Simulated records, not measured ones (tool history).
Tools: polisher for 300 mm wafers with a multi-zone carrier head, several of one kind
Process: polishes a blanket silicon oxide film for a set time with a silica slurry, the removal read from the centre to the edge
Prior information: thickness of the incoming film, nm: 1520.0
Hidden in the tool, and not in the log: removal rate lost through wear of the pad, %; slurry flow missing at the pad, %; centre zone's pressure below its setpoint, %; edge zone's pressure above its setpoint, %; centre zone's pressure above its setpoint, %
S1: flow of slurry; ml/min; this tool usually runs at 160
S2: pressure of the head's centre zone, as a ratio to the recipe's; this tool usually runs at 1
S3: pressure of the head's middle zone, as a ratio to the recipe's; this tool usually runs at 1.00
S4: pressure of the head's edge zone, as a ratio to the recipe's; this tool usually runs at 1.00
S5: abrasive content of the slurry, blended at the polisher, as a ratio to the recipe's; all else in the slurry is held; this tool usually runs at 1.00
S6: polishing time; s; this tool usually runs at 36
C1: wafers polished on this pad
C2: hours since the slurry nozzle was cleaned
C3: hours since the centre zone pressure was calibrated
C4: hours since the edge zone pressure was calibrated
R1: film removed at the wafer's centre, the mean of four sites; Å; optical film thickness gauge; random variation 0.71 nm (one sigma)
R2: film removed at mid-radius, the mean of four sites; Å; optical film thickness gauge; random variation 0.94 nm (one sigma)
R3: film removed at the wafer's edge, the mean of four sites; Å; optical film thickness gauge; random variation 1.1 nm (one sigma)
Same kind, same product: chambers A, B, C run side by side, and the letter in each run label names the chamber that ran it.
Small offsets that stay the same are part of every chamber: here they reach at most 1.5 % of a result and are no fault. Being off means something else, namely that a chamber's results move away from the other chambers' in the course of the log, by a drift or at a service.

Run 1B, hour 14.1: usual settings; C1 1442; C2 176.4; C3 864.8; C4 1248.5. Result: R1 748.21 Å, R2 772.82 Å, R3 751.08 Å.
At hour 16.3: chamber B: worn pad replaced by a new one.
Run 2C, hour 23.6: usual settings; C1 671; C2 246.4; C3 256.4; C4 366.3. Result: R1 753.05 Å, R2 769.34 Å, R3 754.60 Å.
At hour 27.1: chamber B: edge zone pressure recalibrated.
At hour 27.4: chamber A: worn pad replaced by a new one.
At hour 31.6: chamber B: centre zone pressure recalibrated.
Run 3A, hour 38.4: usual settings; C1 197; C2 531.4; C3 207.6; C4 619.5. Result: R1 759.22 Å, R2 774.57 Å, R3 759.93 Å.
Run 4A, hour 45.8: usual settings; C1 329; C2 538.8; C3 215.0; C4 626.9. Result: R1 773.18 Å, R2 764.11 Å, R3 762.19 Å.
Run 5B, hour 57.7: usual settings; C1 742; C2 220.0; C3 26.1; C4 30.6. Result: R1 758.94 Å, R2 780.78 Å, R3 757.76 Å.
At hour 59.3: chamber C: worn pad replaced by a new one.
At hour 64.0: chamber C: edge zone pressure recalibrated.
Run 6C, hour 65.4: usual settings; C1 110; C2 288.2; C3 298.2; C4 1.5. Result: R1 751.55 Å, R2 761.50 Å, R3 763.96 Å.
At hour 74.9: chamber C: centre zone pressure recalibrated.
At hour 76.1: chamber B: slurry nozzle cleaned.
Run 7A, hour 76.3: usual settings but S5 0.75; C1 876; C2 569.3; C3 245.5; C4 657.4. Result: R1 653.77 Å, R2 677.37 Å, R3 677.12 Å.
Run 8C, hour 86.9: usual settings but S5 0.75; C1 495; C2 309.7; C3 12.1; C4 23.0. Result: R1 657.73 Å, R2 655.00 Å, R3 653.24 Å.
Run 9B, hour 95.3: usual settings but S5 0.75; C1 1416; C2 19.3; C3 63.7; C4 68.2. Result: R1 653.69 Å, R2 664.71 Å, R3 676.86 Å.
Run 10C, hour 102.5: usual settings but S3 1.05, S5 0.75; C1 775; C2 325.3; C3 27.7; C4 38.6. Result: R1 658.18 Å, R2 691.39 Å, R3 650.16 Å.
At hour 105.2: chamber B: worn pad replaced by a new one.
Run 11B, hour 112.9: usual settings but S3 1.05, S5 0.75; C1 139; C2 36.9; C3 81.3; C4 85.8. Result: R1 659.44 Å, R2 700.26 Å, R3 664.75 Å.
At hour 116.0: chamber A: worn pad replaced by a new one.
Run 12A, hour 128.0: usual settings but S3 1.05, S5 0.75; C1 215; C2 621.0; C3 297.2; C4 709.1. Result: R1 659.87 Å, R2 696.06 Å, R3 669.63 Å.
Run 13C, hour 138.1: usual settings; C1 1413; C2 360.9; C3 63.3; C4 74.2. Result: R1 771.79 Å, R2 761.84 Å, R3 762.26 Å.
At hour 145.3: chamber C: worn pad replaced by a new one.
Run 14B, hour 145.5: usual settings; C1 723; C2 69.5; C3 113.9; C4 118.4. Result: R1 759.53 Å, R2 773.84 Å, R3 756.57 Å.
Run 15A, hour 154.9: usual settings; C1 697; C2 647.9; C3 324.1; C4 736.0. Result: R1 748.61 Å, R2 780.02 Å, R3 760.00 Å.
Run 16C, hour 170.0: usual settings; C1 442; C2 392.8; C3 95.2; C4 106.1. Result: R1 759.94 Å, R2 755.84 Å, R3 767.78 Å.
At hour 177.5: chamber B: worn pad replaced by a new one.
Run 17B, hour 180.8: usual settings but S5 0.75; C1 60; C2 104.8; C3 149.2; C4 153.7. Result: R1 662.59 Å, R2 669.12 Å, R3 683.34 Å.
Run 18A, hour 194.5: usual settings but S5 0.75; C1 1406; C2 687.5; C3 363.7; C4 775.6. Result: R1 655.60 Å, R2 665.47 Å, R3 659.45 Å.
Run 19A, hour 203.7: usual settings but S5 0.75; C1 1571; C2 696.7; C3 372.9; C4 784.8. Result: R1 655.53 Å, R2 660.80 Å, R3 665.19 Å.
At hour 206.7: chamber A: worn pad replaced by a new one.
Run 20C, hour 216.3: usual settings; C1 1272; C2 439.1; C3 141.5; C4 152.4. Result: R1 762.80 Å, R2 777.08 Å, R3 771.53 Å.
At hour 230.3: chamber C: worn pad replaced by a new one.
Run 21B, hour 230.3: usual settings; C1 947; C2 154.3; C3 198.7; C4 203.2. Result: R1 757.40 Å, R2 761.06 Å, R3 768.64 Å.
Run 22C, hour 240.3: usual settings; C1 180; C2 463.1; C3 165.5; C4 176.4. Result: R1 759.96 Å, R2 761.60 Å, R3 782.99 Å.
Run 23A, hour 253.3: usual settings; C1 835; C2 746.3; C3 422.5; C4 834.4. Result: R1 752.01 Å, R2 796.27 Å, R3 768.05 Å.
Run 24B, hour 262.8: usual settings; C1 1529; C2 186.8; C3 231.2; C4 235.7. Result: R1 758.22 Å, R2 765.35 Å, R3 743.49 Å.
At hour 265.4: chamber B: worn pad replaced by a new one.
Run 25C, hour 274.3: usual settings; C1 789; C2 497.1; C3 199.5; C4 210.4. Result: R1 773.10 Å, R2 766.76 Å, R3 773.01 Å.
Run 26B, hour 284.4: usual settings; C1 340; C2 208.4; C3 252.8; C4 257.3. Result: R1 759.10 Å, R2 744.63 Å, R3 776.07 Å.
At hour 290.4: chamber A: worn pad replaced by a new one.
Run 27A, hour 296.3: usual settings but S3 1.12, S4 0.94; C1 107; C2 789.3; C3 465.5; C4 877.4. Result: R1 765.64 Å, R2 855.32 Å, R3 747.16 Å.
Run 28C, hour 311.0: usual settings but S3 1.12, S4 0.94; C1 1447; C2 533.8; C3 236.2; C4 247.1. Result: R1 761.16 Å, R2 858.23 Å, R3 734.73 Å.
At hour 312.6: chamber C: worn pad replaced by a new one.
Run 29A, hour 319.1: usual settings but S3 1.12, S4 0.94; C1 516; C2 812.1; C3 488.3; C4 900.2. Result: R1 750.20 Å, R2 854.34 Å, R3 737.08 Å.
Run 30B, hour 330.2: usual settings; C1 1161; C2 254.2; C3 298.6; C4 303.1. Result: R1 751.19 Å, R2 749.58 Å, R3 746.91 Å.
At hour 331.5: chamber C: slurry nozzle cleaned.
Run 31B, hour 339.6: usual settings; C1 1330; C2 263.6; C3 308.0; C4 312.5. Result: R1 754.74 Å, R2 785.25 Å, R3 765.13 Å.
At hour 342.6: chamber B: worn pad replaced by a new one.
Run 32C, hour 347.4: usual settings; C1 624; C2 16.0; C3 272.6; C4 283.5. Result: R1 759.84 Å, R2 753.14 Å, R3 757.51 Å.
At hour 350.4: chamber B: slurry nozzle cleaned.
At hour 356.7: chamber A: slurry nozzle cleaned.
Run 33A, hour 362.4: usual settings; C1 1292; C2 5.7; C3 531.6; C4 943.5. Result: R1 753.63 Å, R2 770.08 Å, R3 763.93 Å.
At hour 369.2: chamber A: worn pad replaced by a new one.
Run 34A, hour 373.3: usual settings; C1 75; C2 16.6; C3 542.5; C4 954.4. Result: R1 756.76 Å, R2 772.47 Å, R3 767.80 Å.
Run 35C, hour 381.9: usual settings; C1 1242; C2 50.5; C3 307.1; C4 318.0. Result: R1 761.84 Å, R2 773.82 Å, R3 761.82 Å.
Run 36B, hour 390.0: usual settings but S1 120 ml/min; C1 849; C2 39.7; C3 358.4; C4 362.9. Result: R1 719.44 Å, R2 726.80 Å, R3 724.96 Å.
At hour 391.5: chamber C: worn pad replaced by a new one.
Run 37C, hour 399.4: usual settings but S1 120 ml/min; C1 141; C2 68.0; C3 324.6; C4 335.5. Result: R1 715.31 Å, R2 713.35 Å, R3 729.00 Å.

For the next run the whole fleet of 3 chambers uses the same settings. Give each chamber's results:
Run 38A, hour 410.4: usual settings but S5 1.25. Result: R1 ?, R2 ?, R3 ?.
Run 38B, hour 410.4: usual settings but S5 1.25. Result: R1 ?, R2 ?, R3 ?.
Run 38C, hour 410.4: usual settings but S5 1.25. Result: R1 ?, R2 ?, R3 ?.

run      R1      R2      R3
38A  828.22  866.43  843.97
38B  821.78  836.05  838.82
38C  836.58  851.63  840.97
